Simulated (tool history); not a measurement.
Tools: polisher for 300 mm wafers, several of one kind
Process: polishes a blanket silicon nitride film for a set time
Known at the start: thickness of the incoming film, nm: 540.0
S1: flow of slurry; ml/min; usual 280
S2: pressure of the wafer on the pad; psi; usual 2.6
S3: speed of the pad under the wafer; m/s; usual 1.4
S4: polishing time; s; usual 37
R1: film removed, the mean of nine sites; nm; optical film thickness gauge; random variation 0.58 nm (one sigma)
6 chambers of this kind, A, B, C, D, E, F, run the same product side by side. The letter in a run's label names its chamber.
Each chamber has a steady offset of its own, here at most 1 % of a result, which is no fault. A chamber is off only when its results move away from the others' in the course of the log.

| run | hour | S1 | S2 | S3 | S4 | R1 |
|---|---|---|---|---|---|---|
|  | 3.5 | chamber B: worn pad replaced by a new one |
| 1A | 5.1 | 280 | 2.6 | 1.4 | 37 | 53.625 |
|  | 7.3 | chamber E: slurry nozzle cleaned |
|  | 10.4 | chamber A: worn pad replaced by a new one |
| 2B | 10.8 | 280 | 2.6 | 1.4 | 37 | 53.516 |
| 3D | 17.2 | 280 | 2.6 | 1.4 | 37 | 53.891 |
| 4C | 24.0 | 280 | 2.6 | 1.4 | 37 | 55.008 |
| 5E | 29.3 | 280 | 2.6 | 1.4 | 37 | 54.477 |
|  | 30.6 | chamber B: head pressure recalibrated |
| 6F | 36.1 | 280 | 2.6 | 1.4 | 37 | 55.411 |
|  | 39.2 | chamber C: worn pad replaced by a new one |
| 7B | 42.5 | 280 | 2.6 | 1.4 | 37 | 54.248 |
| 8F | 50.1 | 280 | 2.6 | 1.4 | 37 | 55.137 |
| 9E | 55.8 | 280 | 2.6 | 1.4 | 37 | 54.442 |
| 10C | 65.3 | 280 | 2.6 | 1.4 | 37 | 53.360 |
|  | 69.7 | chamber E: worn pad replaced by a new one |
| 11D | 74.8 | 280 | 2.6 | 1.4 | 37 | 55.050 |
| 12A | 85.3 | 280 | 2.6 | 1.4 | 37 | 53.107 |
|  | 89.9 | chamber D: worn pad replaced by a new one |
| 13E | 91.8 | 280 | 2.6 | 1.4 | 37 | 54.445 |
|  | 93.7 | chamber A: worn pad replaced by a new one |
|  | 97.2 | chamber F: slurry nozzle cleaned |
|  | 97.3 | chamber E: head pressure recalibrated |
| 14C | 98.4 | 280 | 2.6 | 1.4 | 37 | 53.644 |
|  | 101.4 | chamber F: worn pad replaced by a new one |
| 15F | 105.4 | 280 | 2.6 | 1.4 | 37 | 55.544 |
|  | 107.4 | chamber B: worn pad replaced by a new one |
| 16A | 114.2 | 280 | 2.6 | 1.4 | 37 | 51.904 |
| 17D | 119.1 | 280 | 2.6 | 1.4 | 37 | 55.445 |
| 18B | 130.1 | 280 | 2.6 | 1.4 | 37 | 53.549 |
| 19C | 135.6 | 280 | 3.4 | 1.4 | 37 | 71.641 |
| 20B | 144.7 | 280 | 3.4 | 1.4 | 37 | 70.765 |
| 21E | 151.1 | 280 | 3.4 | 1.4 | 37 | 71.086 |
| 22A | 161.1 | 280 | 3.4 | 1.4 | 37 | 66.966 |
| 23D | 166.9 | 280 | 3.4 | 1.4 | 37 | 70.892 |
|  | 172.3 | chamber E: worn pad replaced by a new one |
| 24F | 173.0 | 280 | 3.4 | 1.4 | 37 | 72.141 |
|  | 176.0 | chamber A: worn pad replaced by a new one |
| 25D | 178.8 | 280 | 2.6 | 1.4 | 37 | 54.715 |
| 26C | 185.4 | 280 | 2.6 | 1.4 | 37 | 53.231 |
| 27E | 190.7 | 280 | 2.6 | 1.4 | 37 | 54.237 |
| 28A | 196.8 | 280 | 2.6 | 1.4 | 45 | 61.273 |
|  | 200.6 | chamber B: worn pad replaced by a new one |
| 29B | 203.0 | 280 | 2.6 | 1.4 | 45 | 64.886 |
|  | 208.4 | chamber F: worn pad replaced by a new one |
| 30F | 210.6 | 280 | 2.6 | 1.4 | 45 | 65.639 |
| 31A | 219.7 | 280 | 2.6 | 1.4 | 45 | 62.072 |
|  | 225.8 | chamber C: worn pad replaced by a new one |
| 32C | 228.6 | 280 | 2.6 | 1.4 | 45 | 65.458 |
| 33D | 237.3 | 280 | 2.6 | 1.4 | 45 | 66.031 |
|  | 248.0 | chamber C: head pressure recalibrated |
| 34B | 248.1 | 280 | 2.6 | 1.4 | 37 | 53.434 |
| 35F | 255.6 | 280 | 2.6 | 1.4 | 37 | 54.628 |
|  | 256.2 | chamber D: worn pad replaced by a new one |
| 36E | 264.2 | 280 | 2.6 | 1.4 | 37 | 53.466 |
|  | 268.5 | chamber E: worn pad replaced by a new one |
| 37D | 270.9 | 280 | 2.6 | 1.4 | 37 | 54.548 |
|  | 271.0 | chamber A: worn pad replaced by a new one |
| 38C | 280.5 | 280 | 2.6 | 1.4 | 37 | 54.173 |
| 39E | 290.9 | 280 | 2.6 | 1.4 | 37 | 53.560 |
| 40B | 302.1 | 355 | 2.6 | 1.1 | 37 | 45.390 |
| 41A | 309.2 | 355 | 2.6 | 1.1 | 37 | 40.387 |
| 42F | 315.1 | 355 | 2.6 | 1.1 | 37 | 46.321 |
| 43F | 321.2 | 355 | 2.6 | 1.1 | 37 | 46.180 |
| 44A | 330.9 | 355 | 2.6 | 1.1 | 37 | 41.081 |

All 6 chambers run these settings next. Forecast each chamber's results:
| 45A | 339.0 | 280 | 2.6 | 1.4 | 37 | ? |
| 45B | 339.0 | 280 | 2.6 | 1.4 | 37 | ? |
| 45C | 339.0 | 280 | 2.6 | 1.4 | 37 | ? |
| 45D | 339.0 | 280 | 2.6 | 1.4 | 37 | ? |
| 45E | 339.0 | 280 | 2.6 | 1.4 | 37 | ? |
| 45F | 339.0 | 280 | 2.6 | 1.4 | 37 | ? |

| run | R1 |
|---|---|
| 45A | 47.790 |
| 45B | 52.813 |
| 45C | 53.530 |
| 45D | 54.154 |
| 45E | 54.708 |
| 45F | 54.726 |
